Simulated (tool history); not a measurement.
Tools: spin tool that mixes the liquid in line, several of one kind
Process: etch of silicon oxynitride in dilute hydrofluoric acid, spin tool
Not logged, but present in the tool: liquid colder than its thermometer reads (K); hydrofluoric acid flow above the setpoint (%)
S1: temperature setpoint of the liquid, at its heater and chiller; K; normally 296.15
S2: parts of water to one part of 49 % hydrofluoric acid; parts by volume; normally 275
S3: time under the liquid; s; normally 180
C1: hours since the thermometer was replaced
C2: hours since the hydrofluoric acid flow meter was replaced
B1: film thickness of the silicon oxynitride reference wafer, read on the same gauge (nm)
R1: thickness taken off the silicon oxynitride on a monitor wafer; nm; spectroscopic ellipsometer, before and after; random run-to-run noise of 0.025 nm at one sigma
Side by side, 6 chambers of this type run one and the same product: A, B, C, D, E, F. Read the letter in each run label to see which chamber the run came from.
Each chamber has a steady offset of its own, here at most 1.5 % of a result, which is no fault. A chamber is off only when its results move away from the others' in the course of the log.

Run 1B, hour 4.2: usual settings; C1 330.2; C2 1512.8; B1 110.01. Result: R1 2.1745 nm.
Run 2F, hour 8.3: usual settings; C1 1168.0; C2 1146.0; B1 110.00. Result: R1 2.1327 nm.
Run 3C, hour 12.2: usual settings; C1 577.3; C2 1527.8; B1 110.00. Result: R1 2.1554 nm.
Run 4E, hour 14.7: usual settings; C1 219.2; C2 375.2; B1 109.98. Result: R1 2.1037 nm.
Run 5A, hour 18.3: usual settings; C1 1866.7; C2 432.6; B1 110.00. Result: R1 2.1153 nm.
Run 6D, hour 21.4: usual settings; C1 684.7; C2 212.8; B1 109.99. Result: R1 2.1014 nm.
Run 7D, hour 24.9: usual settings; C1 688.2; C2 216.3; B1 110.00. Result: R1 2.1658 nm.
Run 8F, hour 28.2: usual settings; C1 1187.9; C2 1165.9; B1 110.00. Result: R1 2.1945 nm.
Run 9A, hour 31.6: usual settings; C1 1880.0; C2 445.9; B1 110.01. Result: R1 2.1538 nm.
Run 10B, hour 35.9: usual settings; C1 361.9; C2 1544.5; B1 109.99. Result: R1 2.1411 nm.
Run 11C, hour 39.4: usual settings but S3 260 s; C1 604.5; C2 1555.0; B1 110.01. Result: R1 3.1030 nm.
Run 12E, hour 41.9: usual settings but S3 260 s; C1 246.4; C2 402.4; B1 110.00. Result: R1 3.0363 nm.
Run 13F, hour 43.8: usual settings but S3 260 s; C1 1203.5; C2 1181.5; B1 109.99. Result: R1 3.1167 nm.
Run 14B, hour 46.6: usual settings but S3 260 s; C1 372.6; C2 1555.2; B1 109.99. Result: R1 3.1592 nm.
Run 15D, hour 48.8: usual settings but S3 260 s; C1 712.1; C2 240.2; B1 109.99. Result: R1 3.0975 nm.
Run 16C, hour 51.5: usual settings but S3 260 s; C1 616.6; C2 1567.1; B1 110.00. Result: R1 3.1086 nm.
Run 17E, hour 53.7: usual settings but S1 293.15 K, S3 245 s; C1 258.2; C2 414.2; B1 110.00. Result: R1 2.4989 nm.
Run 18A, hour 55.8: usual settings but S1 293.15 K, S3 245 s; C1 1904.2; C2 470.1; B1 109.98. Result: R1 2.5464 nm.
Run 19E, hour 58.4: usual settings but S1 293.15 K, S3 245 s; C1 262.9; C2 418.9; B1 110.01. Result: R1 2.5542 nm.
Run 20F, hour 62.3: usual settings but S1 293.15 K, S3 245 s; C1 1222.0; C2 1200.0; B1 110.01. Result: R1 2.5828 nm.
Run 21A, hour 65.3: usual settings but S1 293.15 K, S3 245 s; C1 1913.7; C2 479.6; B1 109.99. Result: R1 2.5822 nm.
Run 22B, hour 69.4: usual settings but S1 293.15 K, S3 245 s; C1 395.4; C2 1578.0; B1 109.98. Result: R1 2.5633 nm.
Run 23D, hour 73.6: usual settings but S3 285 s; C1 736.9; C2 265.0; B1 110.01. Result: R1 3.4060 nm.
Run 24C, hour 77.1: usual settings but S3 285 s; C1 642.2; C2 1592.7; B1 110.00. Result: R1 3.3455 nm.
Run 25F, hour 80.8: usual settings but S3 285 s; C1 1240.5; C2 1218.5; B1 109.99. Result: R1 3.3796 nm.
Run 26B, hour 84.6: usual settings but S3 285 s; C1 410.6; C2 1593.2; B1 110.00. Result: R1 3.3654 nm.
Run 27E, hour 88.6: usual settings but S3 285 s; C1 293.1; C2 449.1; B1 110.00. Result: R1 3.3273 nm.
Run 28D, hour 92.0: usual settings but S3 285 s; C1 755.3; C2 283.4; B1 110.00. Result: R1 3.3692 nm.
Run 29C, hour 94.1: usual settings; C1 659.2; C2 1609.7; B1 110.01. Result: R1 2.1746 nm.
Run 30A, hour 97.0: usual settings; C1 1945.4; C2 511.3; B1 109.99. Result: R1 2.1483 nm.
Run 31B, hour 99.4: usual settings; C1 425.4; C2 1608.0; B1 109.99. Result: R1 2.1294 nm.
Run 32C, hour 103.6: usual settings; C1 668.7; C2 1619.2; B1 109.98. Result: R1 2.1472 nm.
Run 33F, hour 107.4: usual settings but S2 320 parts by volume, S3 115 s; C1 1267.1; C2 1245.1; B1 110.00. Result: R1 1.1726 nm.
Run 34D, hour 109.4: usual settings but S2 320 parts by volume, S3 115 s; C1 772.7; C2 300.8; B1 110.01. Result: R1 1.1358 nm.
Run 35A, hour 113.0: usual settings but S2 320 parts by volume, S3 115 s; C1 1961.4; C2 527.3; B1 110.01. Result: R1 1.1602 nm.
At hour 116.7: chamber B: hydrofluoric acid flow meter replaced.
Run 36E, hour 116.9: usual settings but S2 320 parts by volume, S3 115 s; C1 321.4; C2 477.4; B1 110.00. Result: R1 1.1405 nm.
Run 37F, hour 120.6: usual settings but S2 320 parts by volume, S3 115 s; C1 1280.3; C2 1258.3; B1 110.00. Result: R1 1.1556 nm.
Run 38B, hour 122.6: usual settings but S2 320 parts by volume, S3 115 s; C1 448.6; C2 6.0; B1 109.99. Result: R1 1.1558 nm.
Run 39C, hour 126.6: usual settings; C1 691.7; C2 1642.2; B1 110.03. Result: R1 2.1491 nm.
Run 40D, hour 129.2: usual settings; C1 792.5; C2 320.6; B1 110.01. Result: R1 2.0496 nm.
Run 41E, hour 133.0: usual settings; C1 337.5; C2 493.5; B1 110.00. Result: R1 2.1225 nm.
Run 42A, hour 136.4: usual settings; C1 1984.8; C2 550.7; B1 109.98. Result: R1 2.1202 nm.
Run 43F, hour 140.7: usual settings; C1 1300.4; C2 1278.4; B1 110.01. Result: R1 2.2016 nm.

Is one chamber out of step, is the gauge drifting, or do the chambers differ by no more than their own small offsets? For an off chamber, give its letter and the likeliest cause.

The fleet is healthy, with each chamber sitting at its usual small offset and no drift in the gauge.

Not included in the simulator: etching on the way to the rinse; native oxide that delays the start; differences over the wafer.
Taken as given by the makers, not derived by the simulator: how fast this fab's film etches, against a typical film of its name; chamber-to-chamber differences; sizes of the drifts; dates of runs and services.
